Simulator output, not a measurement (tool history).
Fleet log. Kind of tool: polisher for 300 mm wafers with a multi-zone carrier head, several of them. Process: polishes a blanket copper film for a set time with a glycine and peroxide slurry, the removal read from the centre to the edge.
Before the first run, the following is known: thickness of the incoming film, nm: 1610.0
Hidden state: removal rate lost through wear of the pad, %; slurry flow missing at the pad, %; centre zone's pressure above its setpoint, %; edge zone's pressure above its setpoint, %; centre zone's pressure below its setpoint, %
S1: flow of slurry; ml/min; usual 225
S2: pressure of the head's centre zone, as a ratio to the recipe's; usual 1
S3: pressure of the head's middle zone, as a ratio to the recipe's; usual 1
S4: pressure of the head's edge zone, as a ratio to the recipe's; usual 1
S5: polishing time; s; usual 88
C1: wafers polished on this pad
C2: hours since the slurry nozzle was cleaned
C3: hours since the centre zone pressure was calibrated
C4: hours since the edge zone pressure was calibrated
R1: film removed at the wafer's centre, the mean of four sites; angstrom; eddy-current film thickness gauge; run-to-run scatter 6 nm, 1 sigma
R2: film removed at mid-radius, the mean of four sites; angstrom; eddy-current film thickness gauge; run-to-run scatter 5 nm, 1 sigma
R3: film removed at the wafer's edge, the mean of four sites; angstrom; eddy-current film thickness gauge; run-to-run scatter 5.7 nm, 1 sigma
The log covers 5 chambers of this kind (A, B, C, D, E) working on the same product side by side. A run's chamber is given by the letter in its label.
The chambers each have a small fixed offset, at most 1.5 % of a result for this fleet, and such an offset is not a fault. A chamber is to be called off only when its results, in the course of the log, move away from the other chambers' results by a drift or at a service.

Run 1B, hour 7.8: usual settings; C1 327; C2 152.1; C3 1018.5; C4 364.3. Result: R1 4784 angstrom, R2 4645.4 angstrom, R3 4703.7 angstrom.
At hour 8: chamber A: worn pad replaced by a new one.
At hour 8.9: chamber C: worn pad replaced by a new one.
Run 2A, hour 18.8: usual settings; C1 64; C2 74.7; C3 88.6; C4 594.3. Result: R1 4739.9 angstrom, R2 4688 angstrom, R3 4735.5 angstrom.
At hour 22.1: chamber E: worn pad replaced by a new one.
Run 3C, hour 28.8: usual settings; C1 119; C2 203.3; C3 266.2; C4 698.5. Result: R1 4669.4 angstrom, R2 4688.1 angstrom, R3 4701.8 angstrom.
Run 4D, hour 39: usual settings; C1 408; C2 721.1; C3 920.4; C4 224.9. Result: R1 4612.9 angstrom, R2 4711.2 angstrom, R3 4707.3 angstrom.
At hour 44.7: chamber E: centre zone pressure recalibrated.
Run 5E, hour 45.1: usual settings; C1 137; C2 710.5; C3 0.5; C4 224. Result: R1 4657.2 angstrom, R2 4711.8 angstrom, R3 4576.4 angstrom.
Run 6D, hour 52.3: usual settings but S5 101 s; C1 487; C2 734.4; C3 933.7; C4 238.2. Result: R1 5374.7 angstrom, R2 5383.6 angstrom, R3 5457 angstrom.
Run 7B, hour 64.1: usual settings but S5 101 s; C1 663; C2 208.4; C3 1074.8; C4 420.6. Result: R1 5542 angstrom, R2 5396.2 angstrom, R3 5519.2 angstrom.
At hour 69.9: chamber E: slurry nozzle cleaned.
Run 8E, hour 75.9: usual settings but S5 101 s; C1 321; C2 6.1; C3 31.3; C4 254.8. Result: R1 5381.1 angstrom, R2 5531.7 angstrom, R3 5373.7 angstrom.
Run 9C, hour 84.8: usual settings but S5 101 s; C1 454; C2 259.3; C3 322.2; C4 754.5. Result: R1 5492.6 angstrom, R2 5344.4 angstrom, R3 5342.8 angstrom.
At hour 91.4: chamber D: slurry nozzle cleaned.
Run 10A, hour 91.6: usual settings but S5 101 s; C1 499; C2 147.5; C3 161.4; C4 667.1. Result: R1 5489.4 angstrom, R2 5407 angstrom, R3 5613.3 angstrom.
Run 11E, hour 100.1: usual settings but S3 0.9; C1 466; C2 30.3; C3 55.5; C4 279. Result: R1 4618.1 angstrom, R2 4304 angstrom, R3 4666.4 angstrom.
At hour 107.7: chamber D: worn pad replaced by a new one.
Run 12B, hour 109.5: usual settings but S3 0.9; C1 935; C2 253.8; C3 1120.2; C4 466. Result: R1 4712.6 angstrom, R2 4194.9 angstrom, R3 4628.2 angstrom.
Run 13D, hour 115.3: usual settings but S3 0.9; C1 45; C2 24; C3 996.7; C4 301.2. Result: R1 4691.3 angstrom, R2 4305.5 angstrom, R3 4762.4 angstrom.
Run 14C, hour 122.8: usual settings but S3 0.9; C1 681; C2 297.3; C3 360.2; C4 792.5. Result: R1 4755.7 angstrom, R2 4175.6 angstrom, R3 4735.3 angstrom.
Run 15A, hour 131.4: usual settings but S3 0.9; C1 737; C2 187.3; C3 201.2; C4 706.9. Result: R1 4670.4 angstrom, R2 4299.5 angstrom, R3 4751 angstrom.
Run 16D, hour 142.4: usual settings; C1 207; C2 51.1; C3 1023.8; C4 328.3. Result: R1 4795.6 angstrom, R2 4721.2 angstrom, R3 4861.7 angstrom.
At hour 147: chamber A: worn pad replaced by a new one.
Run 17E, hour 150: usual settings; C1 764; C2 80.2; C3 105.4; C4 328.9. Result: R1 4682.9 angstrom, R2 4648.5 angstrom, R3 4613.3 angstrom.
At hour 153.8: chamber B: worn pad replaced by a new one.
At hour 154.7: chamber C: worn pad replaced by a new one.
Run 18C, hour 159.8: usual settings; C1 31; C2 334.3; C3 397.2; C4 829.5. Result: R1 4680.5 angstrom, R2 4708.2 angstrom, R3 4651.4 angstrom.
Run 19B, hour 165.3: usual settings; C1 69; C2 309.6; C3 1176; C4 521.8. Result: R1 4614.9 angstrom, R2 4698.1 angstrom, R3 4772.2 angstrom.
Run 20A, hour 174.8: usual settings but S4 0.95; C1 166; C2 230.7; C3 244.6; C4 750.3. Result: R1 4799.6 angstrom, R2 4797.5 angstrom, R3 4615.9 angstrom.
At hour 184.1: chamber E: worn pad replaced by a new one.
Run 21B, hour 184.6: usual settings but S4 0.95; C1 184; C2 328.9; C3 1195.3; C4 541.1. Result: R1 4700.1 angstrom, R2 4573.5 angstrom, R3 4660.8 angstrom.
Run 22E, hour 195.6: usual settings but S4 0.95; C1 68; C2 125.8; C3 151; C4 374.5. Result: R1 4733.9 angstrom, R2 4748.5 angstrom, R3 4533.2 angstrom.
Run 23C, hour 202.8: usual settings but S4 0.95; C1 288; C2 377.3; C3 440.2; C4 872.5. Result: R1 4693.2 angstrom, R2 4744.5 angstrom, R3 4551.1 angstrom.
Run 24A, hour 210.6: usual settings but S4 0.95; C1 380; C2 266.5; C3 280.4; C4 786.1. Result: R1 4702.5 angstrom, R2 4723.1 angstrom, R3 4698.4 angstrom.
Run 25D, hour 216.9: usual settings; C1 652; C2 125.6; C3 1098.3; C4 402.8. Result: R1 4598.1 angstrom, R2 4588.3 angstrom, R3 4662 angstrom.
Run 26C, hour 226.2: usual settings; C1 427; C2 400.7; C3 463.6; C4 895.9. Result: R1 4678.7 angstrom, R2 4791.4 angstrom, R3 4653.3 angstrom.
Run 27D, hour 236.2: usual settings but S5 78 s; C1 768; C2 144.9; C3 1117.6; C4 422.1. Result: R1 4190.8 angstrom, R2 4122.5 angstrom, R3 4190.9 angstrom.
At hour 238.8: chamber D: worn pad replaced by a new one.
Run 28B, hour 243.3: usual settings but S5 78 s; C1 535; C2 387.6; C3 1254; C4 599.8. Result: R1 4224.3 angstrom, R2 4143.2 angstrom, R3 4199.5 angstrom.
Run 29A, hour 252.3: usual settings but S5 78 s; C1 629; C2 308.2; C3 322.1; C4 827.8. Result: R1 4140.4 angstrom, R2 4189.3 angstrom, R3 4241.1 angstrom.
Run 30E, hour 258.1: usual settings but S5 78 s; C1 442; C2 188.3; C3 213.5; C4 437. Result: R1 4191.6 angstrom, R2 4216.6 angstrom, R3 4151.5 angstrom.
Run 31B, hour 269.3: usual settings but S5 78 s; C1 690; C2 413.6; C3 1280; C4 625.8. Result: R1 4175.6 angstrom, R2 4160.4 angstrom, R3 4132.9 angstrom.
Run 32A, hour 275.6: usual settings but S5 102 s; C1 769; C2 331.5; C3 345.4; C4 851.1. Result: R1 5449.8 angstrom, R2 5564.3 angstrom, R3 5486.4 angstrom.
Run 33C, hour 286.9: usual settings but S5 102 s; C1 790; C2 461.4; C3 524.3; C4 956.6. Result: R1 5471.1 angstrom, R2 5520 angstrom, R3 5433 angstrom.
Run 34E, hour 295.7: usual settings but S5 102 s; C1 667; C2 225.9; C3 251.1; C4 474.6. Result: R1 5501.3 angstrom, R2 5450.9 angstrom, R3 5381.8 angstrom.
At hour 297.4: chamber A: worn pad replaced by a new one.
Run 35D, hour 301.7: usual settings but S5 102 s; C1 376; C2 210.4; C3 1183.1; C4 487.6. Result: R1 5334.6 angstrom, R2 5456.1 angstrom, R3 5475.1 angstrom.
Run 36E, hour 311.3: usual settings but S5 102 s; C1 760; C2 241.5; C3 266.7; C4 490.2. Result: R1 5468.4 angstrom, R2 5531.9 angstrom, R3 5427.6 angstrom.
Run 37C, hour 317.3: usual settings; C1 972; C2 491.8; C3 554.7; C4 987. Result: R1 4803.6 angstrom, R2 4705.7 angstrom, R3 4585.4 angstrom.
Run 38A, hour 323.8: usual settings; C1 158; C2 379.7; C3 393.6; C4 899.3. Result: R1 4703.4 angstrom, R2 4731.2 angstrom, R3 4830.3 angstrom.
At hour 330.4: chamber B: worn pad replaced by a new one.
Run 39D, hour 331.5: usual settings; C1 554; C2 240.2; C3 1212.9; C4 517.4. Result: R1 4632.3 angstrom, R2 4722.7 angstrom, R3 4705.9 angstrom.
At hour 331.7: chamber E: worn pad replaced by a new one.
Run 40B, hour 341.8: usual settings; C1 68; C2 486.1; C3 1352.5; C4 698.3. Result: R1 4726.7 angstrom, R2 4615.1 angstrom, R3 4666 angstrom.
Run 41E, hour 351.2: usual settings; C1 116; C2 281.4; C3 306.6; C4 530.1. Result: R1 4638.1 angstrom, R2 4715.2 angstrom, R3 4698.8 angstrom.

For the next run the whole fleet of 5 chambers uses the same settings. Give each chamber's results:
Run 42A, hour 359.8: usual settings. Result: R1 ?, R2 ?, R3 ?.
Run 42B, hour 359.8: usual settings. Result: R1 ?, R2 ?, R3 ?.
Run 42C, hour 359.8: usual settings. Result: R1 ?, R2 ?, R3 ?.
Run 42D, hour 359.8: usual settings. Result: R1 ?, R2 ?, R3 ?.
Run 42E, hour 359.8: usual settings. Result: R1 ?, R2 ?, R3 ?.

run      R1      R2      R3
42A  4742.6  4749.1  4797.1
42B  4641.4  4650.8  4811.5
42C  4640.1  4683.2  4672.1
42D  4698.2  4771.6    4834
42E  4784.1  4658.3  4713.6

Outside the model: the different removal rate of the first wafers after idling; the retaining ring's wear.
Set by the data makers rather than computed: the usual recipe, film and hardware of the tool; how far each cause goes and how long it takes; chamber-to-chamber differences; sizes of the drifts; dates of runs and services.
